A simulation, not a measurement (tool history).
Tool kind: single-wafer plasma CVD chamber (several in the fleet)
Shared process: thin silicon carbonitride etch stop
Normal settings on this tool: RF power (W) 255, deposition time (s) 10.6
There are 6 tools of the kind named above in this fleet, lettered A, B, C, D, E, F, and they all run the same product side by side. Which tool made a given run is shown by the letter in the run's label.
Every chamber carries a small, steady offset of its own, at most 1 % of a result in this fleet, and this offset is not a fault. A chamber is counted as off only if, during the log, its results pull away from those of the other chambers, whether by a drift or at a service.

run,hour,RF power (W),deposition time (s),"read-back reference wafer on the same gauge, thickness_nm",mean film thickness on the monitor wafer (angstrom)
1A,12.1,255,10.6,6.2124,64.797
2F,26.1,255,10.6,6.2112,64.547
3E,40.4,255,10.6,6.2115,64.994
# hour 47.9: chamber E: RF generator calibrated
4D,49.0,255,10.6,6.2131,64.541
5B,56.3,255,10.6,6.2153,64.914
# hour 68.4: chamber F: RF generator calibrated
6C,70.4,255,10.6,6.2155,65.000
7C,81.3,255,10.6,6.2176,65.083
8E,95.3,255,10.6,6.2188,64.910
# hour 102.3: chamber A: RF generator calibrated
9B,104.2,255,10.6,6.2184,64.944
10D,112.2,255,10.6,6.2182,64.588
11A,125.5,225,10.6,6.2204,62.542
12F,133.2,225,10.6,6.2212,62.484
13B,143.9,225,10.6,6.2217,62.434
14D,153.6,225,10.6,6.2255,62.361
15C,167.3,225,10.6,6.2246,62.888
16F,177.3,225,10.6,6.2234,62.585
# hour 183.7: chamber B: RF generator calibrated
17A,190.5,255,10.6,6.2260,65.008
18E,199.0,215,10.6,6.2271,61.671
# hour 203.0: chamber E: thermocouple changed; heater temperature recalibrated
19F,206.6,215,10.6,6.2281,61.787
20C,215.3,215,10.6,6.2277,61.911
21B,223.9,215,10.6,6.2298,61.717
22A,234.7,215,10.6,6.2304,61.792
23E,242.2,215,10.6,6.2284,61.743
24D,253.0,255,10.6,6.2310,64.644
25E,259.8,255,10.6,6.2311,65.136
26F,271.8,255,10.6,6.2345,65.001
27C,280.3,255,10.6,6.2336,65.426
28B,288.6,255,10.6,6.2342,65.075
# hour 297.5: chamber D: RF generator calibrated
29D,299.1,255,10.6,6.2360,64.867
30A,307.4,255,10.6,6.2356,65.043
# hour 310.4: chamber F: thermocouple changed; heater temperature recalibrated
31D,320.7,255,10.6,6.2372,64.810
32E,331.4,280,12.6,6.2383,79.623
33B,342.3,280,12.6,6.2410,79.745
34C,356.6,280,12.6,6.2402,79.651
35F,366.5,280,12.6,6.2396,79.490
36A,381.0,280,12.6,6.2418,79.675
37B,389.6,280,12.6,6.2413,79.816
38C,405.2,255,10.6,6.2420,65.274

The same settings go to every chamber for the next run, one line per chamber below. Forecast the results for each:
39A,416.6,255,10.6,,?
39B,416.6,255,10.6,,?
39C,416.6,255,10.6,,?
39D,416.6,255,10.6,,?
39E,416.6,255,10.6,,?
39F,416.6,255,10.6,,?

run,mean film thickness on the monitor wafer (angstrom)
39A,65.293
39B,65.267
39C,65.506
39D,64.990
39E,65.331
39F,65.157

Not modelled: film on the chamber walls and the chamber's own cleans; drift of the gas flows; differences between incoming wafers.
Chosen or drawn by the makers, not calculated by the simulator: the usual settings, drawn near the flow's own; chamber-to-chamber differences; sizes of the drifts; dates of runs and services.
